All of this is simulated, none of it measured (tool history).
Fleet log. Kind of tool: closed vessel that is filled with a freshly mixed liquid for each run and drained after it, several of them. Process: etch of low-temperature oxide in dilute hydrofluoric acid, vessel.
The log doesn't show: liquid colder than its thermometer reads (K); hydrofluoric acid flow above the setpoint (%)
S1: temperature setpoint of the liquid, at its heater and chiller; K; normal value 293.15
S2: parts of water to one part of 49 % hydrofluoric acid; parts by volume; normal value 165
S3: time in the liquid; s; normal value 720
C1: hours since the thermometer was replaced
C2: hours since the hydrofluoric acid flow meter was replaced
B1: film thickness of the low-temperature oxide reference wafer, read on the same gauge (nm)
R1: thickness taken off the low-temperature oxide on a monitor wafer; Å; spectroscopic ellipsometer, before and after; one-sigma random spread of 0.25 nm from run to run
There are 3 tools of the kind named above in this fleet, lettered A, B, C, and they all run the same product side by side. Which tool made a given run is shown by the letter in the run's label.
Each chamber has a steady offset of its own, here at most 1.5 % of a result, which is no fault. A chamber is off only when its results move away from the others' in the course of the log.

run	hour	S1	S2	S3	C1	C2	B1	R1
1B	9.0	293.15	165	720	457.8	367.4	120.00	429.79
2C	14.2	293.15	165	720	1158.4	211.0	120.01	430.28
3A	23.8	293.15	165	720	544.1	799.5	120.00	430.14
4C	33.0	293.15	165	720	1177.2	229.8	120.00	436.14
5A	39.2	293.15	165	720	559.5	814.9	120.02	424.94
6B	50.1	293.15	165	720	498.9	408.5	120.02	423.93
7A	55.6	293.15	165	720	575.9	831.3	120.00	430.58
8C	61.0	293.15	165	720	1205.2	257.8	120.00	435.20
9B	67.9	293.15	165	720	516.7	426.3	120.00	425.18
10C	73.6	293.15	165	720	1217.8	270.4	119.99	437.54
11B	82.5	293.15	165	720	531.3	440.9	120.00	425.41
12A	88.4	293.15	235	910	608.7	864.1	120.01	355.55
13C	96.4	293.15	235	910	1240.6	293.2	120.01	368.56
14A	102.2	293.15	235	910	622.5	877.9	120.01	355.09
15B	110.2	293.15	165	720	559.0	468.6	120.01	423.72
16B	120.8	293.15	165	720	569.6	479.2	119.99	425.91
17C	131.3	293.15	165	720	1275.5	328.1	119.99	440.49
18A	141.3	293.15	165	720	661.6	917.0	120.02	427.65
19C	148.3	293.15	165	560	1292.5	345.1	120.02	344.62
20A	155.1	293.15	165	560	675.4	930.8	119.99	331.91
21B	160.3	293.15	165	560	609.1	518.7	119.98	330.68
22A	168.4	293.15	190	1065	688.7	944.1	120.01	533.99
23C	174.9	293.15	190	1065	1319.1	371.7	119.99	559.03
24B	180.2	293.15	190	1065	629.0	538.6	120.00	532.36

Next, every chamber runs the same settings. What will each give?
25A	188.0	290.15	165	720				?
25B	188.0	290.15	165	720				?
25C	188.0	290.15	165	720				?

run	R1
25A	380.25
25B	377.82
25C	397.10

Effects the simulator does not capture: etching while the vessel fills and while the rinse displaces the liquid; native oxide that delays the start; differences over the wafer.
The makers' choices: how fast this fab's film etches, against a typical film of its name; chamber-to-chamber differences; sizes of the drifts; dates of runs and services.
